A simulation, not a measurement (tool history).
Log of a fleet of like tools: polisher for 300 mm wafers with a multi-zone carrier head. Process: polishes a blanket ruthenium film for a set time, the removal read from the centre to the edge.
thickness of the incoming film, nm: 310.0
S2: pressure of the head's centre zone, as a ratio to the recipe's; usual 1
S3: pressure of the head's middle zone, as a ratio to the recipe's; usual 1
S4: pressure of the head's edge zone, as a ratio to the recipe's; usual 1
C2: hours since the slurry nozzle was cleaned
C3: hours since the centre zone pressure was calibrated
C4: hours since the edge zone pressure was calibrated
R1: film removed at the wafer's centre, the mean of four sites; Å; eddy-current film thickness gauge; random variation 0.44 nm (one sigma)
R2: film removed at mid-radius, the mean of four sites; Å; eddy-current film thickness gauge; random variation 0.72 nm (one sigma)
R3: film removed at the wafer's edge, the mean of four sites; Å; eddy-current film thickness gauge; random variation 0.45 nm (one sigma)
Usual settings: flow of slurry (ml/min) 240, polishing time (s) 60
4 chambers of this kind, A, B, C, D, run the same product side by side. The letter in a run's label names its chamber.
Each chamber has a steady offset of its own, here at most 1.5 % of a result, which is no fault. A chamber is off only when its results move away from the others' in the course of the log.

Run 1A, hour 11.9: usual settings; wafers polished on this pad 296; C2 510.9; C3 103.1; C4 363.2. Result: R1 644.37 Å, R2 631.78 Å, R3 631.47 Å.
At hour 14.8: chamber B: worn pad replaced by a new one.
Run 2C, hour 24.5: usual settings; wafers polished on this pad 450; C2 97.4; C3 394.3; C4 284.6. Result: R1 625.86 Å, R2 626.11 Å, R3 651.29 Å.
At hour 35.7: chamber D: worn pad replaced by a new one.
Run 3D, hour 38.7: usual settings; wafers polished on this pad 22; C2 468.3; C3 281.9; C4 76.3. Result: R1 639.62 Å, R2 631.28 Å, R3 632.55 Å.
Run 4B, hour 52.3: usual settings; wafers polished on this pad 278; C2 229.5; C3 227.9; C4 445.5. Result: R1 645.14 Å, R2 640.05 Å, R3 630.37 Å.
Run 5B, hour 59: usual settings; wafers polished on this pad 328; C2 236.2; C3 234.6; C4 452.2. Result: R1 642.32 Å, R2 637.56 Å, R3 634.23 Å.
Run 6C, hour 72: usual settings; wafers polished on this pad 803; C2 144.9; C3 441.8; C4 332.1. Result: R1 631.5 Å, R2 628.72 Å, R3 641.86 Å.
Run 7D, hour 84.1: usual settings; wafers polished on this pad 359; C2 513.7; C3 327.3; C4 121.7. Result: R1 640.36 Å, R2 636.75 Å, R3 635.97 Å.
At hour 91.3: chamber B: worn pad replaced by a new one.
Run 8A, hour 92: usual settings; wafers polished on this pad 891; C2 591; C3 183.2; C4 443.3. Result: R1 638.77 Å, R2 627.34 Å, R3 632.61 Å.
Run 9B, hour 100.1: usual settings but polishing time (s) 74; wafers polished on this pad 65; C2 277.3; C3 275.7; C4 493.3. Result: R1 798.52 Å, R2 802.43 Å, R3 774.28 Å.
At hour 101.1: chamber A: edge zone pressure recalibrated.
At hour 103.7: chamber D: worn pad replaced by a new one.
At hour 111.5: chamber C: worn pad replaced by a new one.
Run 10A, hour 113.1: usual settings but polishing time (s) 74; wafers polished on this pad 1047; C2 612.1; C3 204.3; C4 12.1. Result: R1 790.39 Å, R2 776.33 Å, R3 772.64 Å.
Run 11C, hour 120.9: usual settings but polishing time (s) 74; wafers polished on this pad 70; C2 193.8; C3 490.7; C4 381. Result: R1 777.67 Å, R2 786.31 Å, R3 798.73 Å.
Run 12D, hour 130.2: usual settings but polishing time (s) 74; wafers polished on this pad 197; C2 559.8; C3 373.4; C4 167.8. Result: R1 784.15 Å, R2 800.63 Å, R3 790.55 Å.
Run 13A, hour 142: usual settings; wafers polished on this pad 1262; C2 641; C3 233.2; C4 41. Result: R1 637.97 Å, R2 637.4 Å, R3 633.68 Å.
Run 14B, hour 152.7: usual settings; wafers polished on this pad 456; C2 329.9; C3 328.3; C4 545.9. Result: R1 647.94 Å, R2 644.13 Å, R3 639.51 Å.
At hour 158.8: chamber D: slurry nozzle cleaned.
Run 15D, hour 164.5: usual settings; wafers polished on this pad 452; C2 5.8; C3 407.7; C4 202.1. Result: R1 637.74 Å, R2 632.66 Å, R3 642.32 Å.
At hour 174.9: chamber B: worn pad replaced by a new one.
Run 16C, hour 178.1: usual settings; wafers polished on this pad 495; C2 251; C3 547.9; C4 438.2. Result: R1 630.1 Å, R2 637.1 Å, R3 639.92 Å.
At hour 179.5: chamber D: worn pad replaced by a new one.
Run 17C, hour 190.9: usual settings; wafers polished on this pad 590; C2 263.8; C3 560.7; C4 451. Result: R1 621.93 Å, R2 632.1 Å, R3 651.35 Å.
At hour 193.4: chamber A: worn pad replaced by a new one.
Run 18D, hour 200.2: usual settings but polishing time (s) 53; wafers polished on this pad 153; C2 41.5; C3 443.4; C4 237.8. Result: R1 567.47 Å, R2 565.43 Å, R3 563.75 Å.
At hour 209.3: chamber A: slurry nozzle cleaned.
Run 19B, hour 210: usual settings but polishing time (s) 53; wafers polished on this pad 261; C2 387.2; C3 385.6; C4 603.2. Result: R1 571.03 Å, R2 562.21 Å, R3 559.32 Å.
At hour 219.2: chamber B: centre zone pressure recalibrated.
Run 20A, hour 224.5: usual settings but polishing time (s) 53; wafers polished on this pad 231; C2 15.2; C3 315.7; C4 123.5. Result: R1 568.07 Å, R2 559.3 Å, R3 561.42 Å.
Run 21D, hour 237.3: usual settings but polishing time (s) 53; wafers polished on this pad 429; C2 78.6; C3 480.5; C4 274.9. Result: R1 566.26 Å, R2 561.71 Å, R3 564.83 Å.
At hour 237.5: chamber C: worn pad replaced by a new one.
Run 22B, hour 246.4: usual settings; wafers polished on this pad 531; C2 423.6; C3 27.3; C4 639.6. Result: R1 644.94 Å, R2 648.65 Å, R3 636.26 Å.
At hour 248.2: chamber B: worn pad replaced by a new one.
Run 23A, hour 255.3: usual settings; wafers polished on this pad 460; C2 46; C3 346.5; C4 154.3. Result: R1 646.49 Å, R2 635.46 Å, R3 629.18 Å.
At hour 258.6: chamber D: worn pad replaced by a new one.
Run 24C, hour 270.4: usual settings; wafers polished on this pad 244; C2 343.3; C3 640.2; C4 530.5. Result: R1 604.22 Å, R2 635.73 Å, R3 644.79 Å.
Run 25B, hour 281.7: usual settings; wafers polished on this pad 249; C2 458.9; C3 62.6; C4 674.9. Result: R1 645.42 Å, R2 650.68 Å, R3 633.48 Å.
Run 26C, hour 296.8: usual settings; wafers polished on this pad 440; C2 369.7; C3 666.6; C4 556.9. Result: R1 600.93 Å, R2 645.93 Å, R3 642.33 Å.
Run 27A, hour 306.9: usual settings; wafers polished on this pad 843; C2 97.6; C3 398.1; C4 205.9. Result: R1 636.81 Å, R2 626.2 Å, R3 638.31 Å.
Run 28D, hour 315.5: usual settings; wafers polished on this pad 422; C2 156.8; C3 558.7; C4 353.1. Result: R1 633.03 Å, R2 633.58 Å, R3 638.95 Å.
Run 29A, hour 329.4: usual settings; wafers polished on this pad 1011; C2 120.1; C3 420.6; C4 228.4. Result: R1 648.9 Å, R2 626.57 Å, R3 635.21 Å.
At hour 331.3: chamber B: worn pad replaced by a new one.
At hour 333.1: chamber D: worn pad replaced by a new one.
Run 30D, hour 342.6: usual settings; wafers polished on this pad 70; C2 183.9; C3 585.8; C4 380.2. Result: R1 641.2 Å, R2 640.52 Å, R3 643.33 Å.
Run 31B, hour 357.3: usual settings; wafers polished on this pad 193; C2 534.5; C3 138.2; C4 750.5. Result: R1 646.08 Å, R2 645.76 Å, R3 632.32 Å.
At hour 365.2: chamber C: worn pad replaced by a new one.
Run 32C, hour 369.8: usual settings; wafers polished on this pad 34; C2 442.7; C3 739.6; C4 629.9. Result: R1 586.8 Å, R2 638.45 Å, R3 643.25 Å.
Run 33C, hour 379.7: usual settings; wafers polished on this pad 108; C2 452.6; C3 749.5; C4 639.8. Result: R1 582.15 Å, R2 638.29 Å, R3 646.66 Å.
At hour 381.5: chamber A: worn pad replaced by a new one.
Run 34A, hour 391.3: usual settings; wafers polished on this pad 73; C2 182; C3 482.5; C4 290.3. Result: R1 641.95 Å, R2 625.38 Å, R3 638.11 Å.

Is one chamber off against the others, does the gauge drift, or is nothing wrong? If a chamber is off, say which, and what the likeliest cause is.

Chamber C drifts away from the others.
Cause: centre zone's pressure below its setpoint, % = 7.05.

Here are 4 candidates for chamber C's next run, each the usual settings with a change, their results left as question marks. Which one brings its results back in line with what the others give on the usual settings?
In line means no further than this from the other chambers' mean on the usual settings: R1 16 Å; R2 25 Å; R3 16 Å
Run 35C-1, hour 402.2: usual settings but flow of slurry (ml/min) 245, S2 1.04, S4 0.98. Result: R1 ?, R2 ?, R3 ?.
Run 35C-2, hour 402.2: usual settings but flow of slurry (ml/min) 235, S2 0.92, S4 1.04. Result: R1 ?, R2 ?, R3 ?.
Run 35C-3, hour 402.2: usual settings but flow of slurry (ml/min) 235, S2 0.96, S4 1.02. Result: R1 ?, R2 ?, R3 ?.
Run 35C-4, hour 402.2: usual settings but flow of slurry (ml/min) 245, S2 1.08, S4 0.96. Result: R1 ?, R2 ?, R3 ?.

The other chambers' mean on the usual settings: R1 641.91 Å; R2 636.13 Å; R3 635.19 Å
  run      R1      R2      R3
35C-1  609.08  639.59   642.6
35C-2  529.04  636.75  660.24
35C-3   554.6  636.64  653.56
35C-4  634.78  639.47  635.87
35C-4 brings the chamber back in line.
